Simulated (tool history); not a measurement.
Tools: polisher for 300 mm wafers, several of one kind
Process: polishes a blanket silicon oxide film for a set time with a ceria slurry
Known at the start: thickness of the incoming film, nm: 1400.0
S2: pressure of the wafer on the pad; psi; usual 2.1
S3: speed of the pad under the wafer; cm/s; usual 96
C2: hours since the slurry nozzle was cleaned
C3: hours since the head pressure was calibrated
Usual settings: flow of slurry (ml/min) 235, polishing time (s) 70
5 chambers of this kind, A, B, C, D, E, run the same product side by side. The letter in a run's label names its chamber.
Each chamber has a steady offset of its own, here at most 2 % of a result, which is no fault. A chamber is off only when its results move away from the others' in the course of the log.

-- hour=4.2 chamber E: worn pad replaced by a new one
run 1C hour=9.6 | flow_of_slurry_(ml/min)=235 S2=2.1 S3=96 polishing_time_(s)=70 | wafers_polished_on_this_pad=690 C2=168.5 C3=521.7 | film_removed_(Å)=2136.2
-- hour=11.1 chamber E: head pressure recalibrated
run 2A hour=16.9 | flow_of_slurry_(ml/min)=235 S2=2.1 S3=96 polishing_time_(s)=70 | wafers_polished_on_this_pad=1241 C2=265.1 C3=433 | film_removed_(Å)=2109.2
-- hour=22.4 chamber C: head pressure recalibrated
-- hour=23.3 chamber A: worn pad replaced by a new one
-- hour=27.1 chamber B: head pressure recalibrated
run 3D hour=30.2 | flow_of_slurry_(ml/min)=235 S2=2.1 S3=96 polishing_time_(s)=70 | wafers_polished_on_this_pad=701 C2=175.3 C3=372.4 | film_removed_(Å)=2077.6
-- hour=35.2 chamber C: worn pad replaced by a new one
run 4E hour=38.3 | flow_of_slurry_(ml/min)=235 S2=2.1 S3=96 polishing_time_(s)=70 | wafers_polished_on_this_pad=436 C2=152.2 C3=27.2 | film_removed_(Å)=2101.9
run 5B hour=45.5 | flow_of_slurry_(ml/min)=235 S2=2.1 S3=96 polishing_time_(s)=70 | wafers_polished_on_this_pad=910 C2=122.5 C3=18.4 | film_removed_(Å)=2101.5
-- hour=49.9 chamber D: worn pad replaced by a new one
run 6D hour=55.8 | flow_of_slurry_(ml/min)=235 S2=2.1 S3=96 polishing_time_(s)=70 | wafers_polished_on_this_pad=76 C2=200.9 C3=398 | film_removed_(Å)=2095.6
run 7C hour=61.9 | flow_of_slurry_(ml/min)=235 S2=2.1 S3=96 polishing_time_(s)=70 | wafers_polished_on_this_pad=341 C2=220.8 C3=39.6 | film_removed_(Å)=2144.2
-- hour=62.5 chamber A: head pressure recalibrated
-- hour=70.2 chamber E: worn pad replaced by a new one
run 8E hour=71.5 | flow_of_slurry_(ml/min)=235 S2=2.1 S3=96 polishing_time_(s)=70 | wafers_polished_on_this_pad=17 C2=185.4 C3=60.4 | film_removed_(Å)=2061.5
run 9A hour=77.3 | flow_of_slurry_(ml/min)=235 S2=2.4 S3=96 polishing_time_(s)=83 | wafers_polished_on_this_pad=689 C2=325.5 C3=14.9 | film_removed_(Å)=2864.3
run 10B hour=90 | flow_of_slurry_(ml/min)=235 S2=2.4 S3=96 polishing_time_(s)=83 | wafers_polished_on_this_pad=1478 C2=167 C3=62.9 | film_removed_(Å)=2826.9
run 11A hour=99.9 | flow_of_slurry_(ml/min)=235 S2=2.4 S3=96 polishing_time_(s)=83 | wafers_polished_on_this_pad=977 C2=348.1 C3=37.5 | film_removed_(Å)=2823.4
-- hour=110.2 chamber A: worn pad replaced by a new one
-- hour=112.7 chamber A: slurry nozzle cleaned
run 12E hour=113 | flow_of_slurry_(ml/min)=235 S2=2.4 S3=96 polishing_time_(s)=83 | wafers_polished_on_this_pad=546 C2=226.9 C3=101.9 | film_removed_(Å)=2873.1
-- hour=119.7 chamber C: worn pad replaced by a new one
-- hour=125.4 chamber D: worn pad replaced by a new one
run 13D hour=125.4 | flow_of_slurry_(ml/min)=235 S2=2.4 S3=96 polishing_time_(s)=83 | wafers_polished_on_this_pad=0 C2=270.5 C3=467.6 | film_removed_(Å)=2859.7
-- hour=128.8 chamber C: slurry nozzle cleaned
run 14C hour=138.7 | flow_of_slurry_(ml/min)=235 S2=2.1 S3=120 polishing_time_(s)=48 | wafers_polished_on_this_pad=243 C2=10 C3=116.4 | film_removed_(Å)=1836.4
-- hour=144.3 chamber E: worn pad replaced by a new one
run 15B hour=151.4 | flow_of_slurry_(ml/min)=235 S2=2.1 S3=120 polishing_time_(s)=48 | wafers_polished_on_this_pad=2261 C2=228.4 C3=124.3 | film_removed_(Å)=1752.6
run 16B hour=158.7 | flow_of_slurry_(ml/min)=235 S2=2.1 S3=120 polishing_time_(s)=48 | wafers_polished_on_this_pad=2354 C2=235.7 C3=131.6 | film_removed_(Å)=1776.4
run 17E hour=166.2 | flow_of_slurry_(ml/min)=235 S2=2.1 S3=120 polishing_time_(s)=48 | wafers_polished_on_this_pad=279 C2=280.1 C3=155.1 | film_removed_(Å)=1818.6
run 18D hour=177.9 | flow_of_slurry_(ml/min)=235 S2=2.1 S3=120 polishing_time_(s)=48 | wafers_polished_on_this_pad=670 C2=323 C3=520.1 | film_removed_(Å)=1801.1
-- hour=189.1 chamber D: worn pad replaced by a new one
run 19C hour=190.7 | flow_of_slurry_(ml/min)=235 S2=2.1 S3=96 polishing_time_(s)=70 | wafers_polished_on_this_pad=906 C2=62 C3=168.4 | film_removed_(Å)=2150.5
run 20A hour=199.2 | flow_of_slurry_(ml/min)=235 S2=2.1 S3=96 polishing_time_(s)=70 | wafers_polished_on_this_pad=1135 C2=86.6 C3=136.8 | film_removed_(Å)=2130.3
-- hour=200 chamber A: worn pad replaced by a new one
run 21B hour=212 | flow_of_slurry_(ml/min)=285 S2=2.1 S3=96 polishing_time_(s)=62 | wafers_polished_on_this_pad=3034 C2=289 C3=184.9 | film_removed_(Å)=1851.8
-- hour=213.1 chamber E: worn pad replaced by a new one
-- hour=221.3 chamber C: worn pad replaced by a new one
run 22C hour=222.8 | flow_of_slurry_(ml/min)=285 S2=2.1 S3=96 polishing_time_(s)=62 | wafers_polished_on_this_pad=19 C2=94.1 C3=200.5 | film_removed_(Å)=1925.7
run 23A hour=233.1 | flow_of_slurry_(ml/min)=285 S2=2.1 S3=96 polishing_time_(s)=62 | wafers_polished_on_this_pad=423 C2=120.5 C3=170.7 | film_removed_(Å)=1886.4
-- hour=239.4 chamber B: slurry nozzle cleaned
run 24E hour=239.6 | flow_of_slurry_(ml/min)=285 S2=2.1 S3=96 polishing_time_(s)=62 | wafers_polished_on_this_pad=338 C2=353.5 C3=228.5 | film_removed_(Å)=1894.5
run 25D hour=245.8 | flow_of_slurry_(ml/min)=285 S2=2.1 S3=96 polishing_time_(s)=62 | wafers_polished_on_this_pad=723 C2=390.9 C3=588 | film_removed_(Å)=1882.3
run 26E hour=256.8 | flow_of_slurry_(ml/min)=275 S2=2.1 S3=96 polishing_time_(s)=70 | wafers_polished_on_this_pad=558 C2=370.7 C3=245.7 | film_removed_(Å)=2126.1
run 27D hour=263.5 | flow_of_slurry_(ml/min)=275 S2=2.1 S3=96 polishing_time_(s)=70 | wafers_polished_on_this_pad=949 C2=408.6 C3=605.7 | film_removed_(Å)=2085.8
-- hour=267.2 chamber D: worn pad replaced by a new one
run 28B hour=273.4 | flow_of_slurry_(ml/min)=275 S2=2.1 S3=96 polishing_time_(s)=70 | wafers_polished_on_this_pad=3818 C2=34.1 C3=246.3 | film_removed_(Å)=2045.5
run 29A hour=283.7 | flow_of_slurry_(ml/min)=275 S2=2.1 S3=96 polishing_time_(s)=70 | wafers_polished_on_this_pad=1068 C2=171.1 C3=221.3 | film_removed_(Å)=2142.9
-- hour=287 chamber E: worn pad replaced by a new one
run 30C hour=290.8 | flow_of_slurry_(ml/min)=275 S2=2.1 S3=96 polishing_time_(s)=70 | wafers_polished_on_this_pad=886 C2=162.1 C3=268.5 | film_removed_(Å)=2212.9
-- hour=298.5 chamber A: worn pad replaced by a new one
run 31C hour=300.4 | flow_of_slurry_(ml/min)=235 S2=2.1 S3=96 polishing_time_(s)=70 | wafers_polished_on_this_pad=1009 C2=171.7 C3=278.1 | film_removed_(Å)=2161.7
run 32A hour=306.4 | flow_of_slurry_(ml/min)=235 S2=2.1 S3=96 polishing_time_(s)=70 | wafers_polished_on_this_pad=101 C2=193.8 C3=244 | film_removed_(Å)=2116.8
-- hour=308.8 chamber C: worn pad replaced by a new one
run 33E hour=316.6 | flow_of_slurry_(ml/min)=235 S2=2.1 S3=96 polishing_time_(s)=70 | wafers_polished_on_this_pad=377 C2=430.5 C3=305.5 | film_removed_(Å)=2096.9
run 34D hour=325.1 | flow_of_slurry_(ml/min)=235 S2=2.1 S3=128 polishing_time_(s)=48 | wafers_polished_on_this_pad=739 C2=470.2 C3=667.3 | film_removed_(Å)=1903.1
-- hour=329.4 chamber D: worn pad replaced by a new one
run 35B hour=333.8 | flow_of_slurry_(ml/min)=235 S2=2.1 S3=128 polishing_time_(s)=48 | wafers_polished_on_this_pad=4588 C2=94.5 C3=306.7 | film_removed_(Å)=1790.8
run 36C hour=340.6 | flow_of_slurry_(ml/min)=235 S2=2.1 S3=128 polishing_time_(s)=48 | wafers_polished_on_this_pad=406 C2=211.9 C3=318.3 | film_removed_(Å)=1973.4
run 37A hour=346.8 | flow_of_slurry_(ml/min)=235 S2=2.1 S3=128 polishing_time_(s)=48 | wafers_polished_on_this_pad=616 C2=234.2 C3=284.4 | film_removed_(Å)=1914.2
run 38D hour=354.3 | flow_of_slurry_(ml/min)=235 S2=2.1 S3=128 polishing_time_(s)=48 | wafers_polished_on_this_pad=318 C2=499.4 C3=696.5 | film_removed_(Å)=1940.2

What goes on in this fleet: one chamber off, a drifting gauge, or nothing beyond the chambers' own small offsets? Name the chamber and the cause, if any.

Chamber B drifts away from the others.
Cause: removal rate lost through wear of the pad, % = 5.61.
The log may not tell that from: head's pressure below its setpoint, %.

Here are 4 candidates for chamber B's next run, each the usual settings with a change, their results left as question marks. Which one brings its results back in line with what the others give on the usual settings?
In line means no further than this from the other chambers' mean on the usual settings: film removed (Å) 51
run 39B-1 hour=364 | flow_of_slurry_(ml/min)=235 S2=2.1 S3=96 polishing_time_(s)=71 | film_removed_(Å)=?
run 39B-2 hour=364 | flow_of_slurry_(ml/min)=235 S2=2.1 S3=96 polishing_time_(s)=69 | film_removed_(Å)=?
run 39B-3 hour=364 | flow_of_slurry_(ml/min)=235 S2=2.1 S3=90 polishing_time_(s)=70 | film_removed_(Å)=?
run 39B-4 hour=364 | flow_of_slurry_(ml/min)=235 S2=2.1 S3=96 polishing_time_(s)=74 | film_removed_(Å)=?

The other chambers' mean on the usual settings: film removed (Å) 2109.3
run=39B-1 film_removed_(Å)=2008
run=39B-2 film_removed_(Å)=1951.5
run=39B-3 film_removed_(Å)=1857.9
run=39B-4 film_removed_(Å)=2092.9
39B-4 brings the chamber back in line.
